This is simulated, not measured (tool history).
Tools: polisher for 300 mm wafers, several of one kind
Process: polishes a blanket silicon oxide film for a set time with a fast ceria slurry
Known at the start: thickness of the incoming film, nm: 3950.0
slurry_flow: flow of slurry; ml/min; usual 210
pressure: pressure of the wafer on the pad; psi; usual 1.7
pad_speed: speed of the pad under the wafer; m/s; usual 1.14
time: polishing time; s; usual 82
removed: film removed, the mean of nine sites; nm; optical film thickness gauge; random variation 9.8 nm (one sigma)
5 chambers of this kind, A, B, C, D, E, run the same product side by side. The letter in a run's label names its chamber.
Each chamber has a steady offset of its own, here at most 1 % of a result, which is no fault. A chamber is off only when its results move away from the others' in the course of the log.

{"run": "1E", "hour": 9.2, "slurry_flow": 210, "pressure": 1.7, "pad_speed": 1.14, "time": 82, "removed": 956.38}
{"hour": 16.5, "done": "chamber C: slurry nozzle cleaned"}
{"run": "2C", "hour": 18.6, "slurry_flow": 210, "pressure": 1.7, "pad_speed": 1.14, "time": 82, "removed": 957.29}
{"run": "3B", "hour": 29.4, "slurry_flow": 210, "pressure": 1.7, "pad_speed": 1.14, "time": 82, "removed": 938.33}
{"hour": 36.5, "done": "chamber B: slurry nozzle cleaned"}
{"hour": 36.7, "done": "chamber A: worn pad replaced by a new one"}
{"run": "4A", "hour": 38.1, "slurry_flow": 210, "pressure": 1.7, "pad_speed": 1.14, "time": 82, "removed": 944.49}
{"run": "5D", "hour": 47.5, "slurry_flow": 210, "pressure": 1.7, "pad_speed": 1.14, "time": 82, "removed": 933.06}
{"hour": 49.5, "done": "chamber C: worn pad replaced by a new one"}
{"run": "6B", "hour": 55.6, "slurry_flow": 210, "pressure": 1.7, "pad_speed": 1.14, "time": 82, "removed": 962.72}
{"run": "7A", "hour": 64.6, "slurry_flow": 210, "pressure": 1.7, "pad_speed": 1.14, "time": 82, "removed": 927.14}
{"hour": 67.5, "done": "chamber E: worn pad replaced by a new one"}
{"hour": 74.1, "done": "chamber B: worn pad replaced by a new one"}
{"run": "8C", "hour": 76.0, "slurry_flow": 210, "pressure": 1.7, "pad_speed": 1.14, "time": 82, "removed": 957.43}
{"run": "9D", "hour": 86.9, "slurry_flow": 210, "pressure": 1.7, "pad_speed": 1.14, "time": 82, "removed": 944.22}
{"run": "10E", "hour": 97.0, "slurry_flow": 210, "pressure": 1.7, "pad_speed": 1.14, "time": 82, "removed": 935.17}
{"run": "11E", "hour": 105.6, "slurry_flow": 210, "pressure": 1.7, "pad_speed": 1.14, "time": 82, "removed": 948.76}
{"hour": 106.0, "done": "chamber D: worn pad replaced by a new one"}
{"run": "12C", "hour": 110.7, "slurry_flow": 210, "pressure": 1.7, "pad_speed": 1.14, "time": 82, "removed": 956.58}
{"run": "13B", "hour": 117.0, "slurry_flow": 210, "pressure": 1.7, "pad_speed": 1.14, "time": 82, "removed": 946.63}
{"run": "14D", "hour": 123.8, "slurry_flow": 210, "pressure": 1.7, "pad_speed": 1.14, "time": 82, "removed": 953.15}
{"hour": 124.1, "done": "chamber A: slurry nozzle cleaned"}
{"run": "15A", "hour": 131.3, "slurry_flow": 210, "pressure": 1.5, "pad_speed": 1.14, "time": 82, "removed": 822.55}
{"run": "16C", "hour": 140.9, "slurry_flow": 210, "pressure": 1.5, "pad_speed": 1.14, "time": 82, "removed": 861.12}
{"run": "17A", "hour": 147.1, "slurry_flow": 210, "pressure": 1.5, "pad_speed": 1.14, "time": 82, "removed": 829.67}
{"hour": 155.7, "done": "chamber E: worn pad replaced by a new one"}
{"run": "18D", "hour": 156.8, "slurry_flow": 210, "pressure": 1.5, "pad_speed": 1.14, "time": 82, "removed": 822.97}
{"run": "19B", "hour": 165.2, "slurry_flow": 210, "pressure": 1.5, "pad_speed": 1.14, "time": 82, "removed": 833.51}
{"run": "20E", "hour": 175.3, "slurry_flow": 210, "pressure": 1.7, "pad_speed": 1.14, "time": 82, "removed": 955.1}
{"run": "21C", "hour": 184.7, "slurry_flow": 210, "pressure": 1.7, "pad_speed": 1.34, "time": 82, "removed": 1131.3}
{"run": "22B", "hour": 194.1, "slurry_flow": 210, "pressure": 1.7, "pad_speed": 1.34, "time": 82, "removed": 1110.6}
{"run": "23A", "hour": 202.2, "slurry_flow": 210, "pressure": 1.7, "pad_speed": 1.34, "time": 82, "removed": 1113.2}
{"hour": 206.7, "done": "chamber C: worn pad replaced by a new one"}
{"run": "24D", "hour": 207.5, "slurry_flow": 210, "pressure": 1.7, "pad_speed": 1.34, "time": 82, "removed": 1068.6}
{"run": "25E", "hour": 214.8, "slurry_flow": 210, "pressure": 1.7, "pad_speed": 1.34, "time": 82, "removed": 1111.1}
{"run": "26C", "hour": 223.7, "slurry_flow": 210, "pressure": 1.7, "pad_speed": 1.14, "time": 82, "removed": 949.49}
{"hour": 224.9, "done": "chamber E: worn pad replaced by a new one"}
{"run": "27D", "hour": 233.7, "slurry_flow": 210, "pressure": 1.7, "pad_speed": 1.14, "time": 82, "removed": 900.31}
{"hour": 240.0, "done": "chamber B: worn pad replaced by a new one"}
{"run": "28B", "hour": 241.2, "slurry_flow": 210, "pressure": 1.9, "pad_speed": 1.26, "time": 82, "removed": 1187.2}
{"hour": 243.1, "done": "chamber A: worn pad replaced by a new one"}
{"run": "29A", "hour": 248.0, "slurry_flow": 210, "pressure": 1.9, "pad_speed": 1.26, "time": 82, "removed": 1180.9}
{"run": "30E", "hour": 253.0, "slurry_flow": 210, "pressure": 1.9, "pad_speed": 1.26, "time": 82, "removed": 1185.3}
{"run": "31B", "hour": 263.6, "slurry_flow": 210, "pressure": 1.9, "pad_speed": 1.26, "time": 82, "removed": 1169.3}
{"run": "32C", "hour": 271.1, "slurry_flow": 210, "pressure": 1.9, "pad_speed": 1.26, "time": 82, "removed": 1178.6}
{"hour": 279.2, "done": "chamber D: worn pad replaced by a new one"}
{"run": "33E", "hour": 279.5, "slurry_flow": 210, "pressure": 1.7, "pad_speed": 1.14, "time": 101, "removed": 1142.8}
{"run": "34D", "hour": 287.8, "slurry_flow": 210, "pressure": 1.7, "pad_speed": 1.14, "time": 101, "removed": 1076.1}
{"run": "35A", "hour": 293.4, "slurry_flow": 210, "pressure": 1.7, "pad_speed": 1.14, "time": 101, "removed": 1193.4}
{"hour": 295.9, "done": "chamber C: head pressure recalibrated"}
{"run": "36D", "hour": 299.8, "slurry_flow": 210, "pressure": 1.7, "pad_speed": 1.14, "time": 101, "removed": 1075.1}
{"run": "37C", "hour": 306.2, "slurry_flow": 210, "pressure": 1.7, "pad_speed": 1.14, "time": 101, "removed": 1178.9}
{"hour": 314.2, "done": "chamber E: worn pad replaced by a new one"}
{"run": "38B", "hour": 314.7, "slurry_flow": 170, "pressure": 1.1, "pad_speed": 1.14, "time": 82, "removed": 598.71}
{"run": "39E", "hour": 323.0, "slurry_flow": 170, "pressure": 1.1, "pad_speed": 1.14, "time": 82, "removed": 599.66}
{"run": "40A", "hour": 333.2, "slurry_flow": 170, "pressure": 1.1, "pad_speed": 1.14, "time": 82, "removed": 586.46}
{"run": "41B", "hour": 343.3, "slurry_flow": 170, "pressure": 1.1, "pad_speed": 1.14, "time": 82, "removed": 596.65}
{"run": "42D", "hour": 349.3, "slurry_flow": 170, "pressure": 1.1, "pad_speed": 1.14, "time": 82, "removed": 545.76}

Next, every chamber runs the same settings. What will each give?
{"run": "43A", "hour": 357.5, "slurry_flow": 210, "pressure": 1.7, "pad_speed": 1.14, "time": 82, "removed": "?"}
{"run": "43B", "hour": 357.5, "slurry_flow": 210, "pressure": 1.7, "pad_speed": 1.14, "time": 82, "removed": "?"}
{"run": "43C", "hour": 357.5, "slurry_flow": 210, "pressure": 1.7, "pad_speed": 1.14, "time": 82, "removed": "?"}
{"run": "43D", "hour": 357.5, "slurry_flow": 210, "pressure": 1.7, "pad_speed": 1.14, "time": 82, "removed": "?"}
{"run": "43E", "hour": 357.5, "slurry_flow": 210, "pressure": 1.7, "pad_speed": 1.14, "time": 82, "removed": "?"}

run=43A removed=946.19
run=43B removed=927.32
run=43C removed=968.86
run=43D removed=849.48
run=43E removed=949.07

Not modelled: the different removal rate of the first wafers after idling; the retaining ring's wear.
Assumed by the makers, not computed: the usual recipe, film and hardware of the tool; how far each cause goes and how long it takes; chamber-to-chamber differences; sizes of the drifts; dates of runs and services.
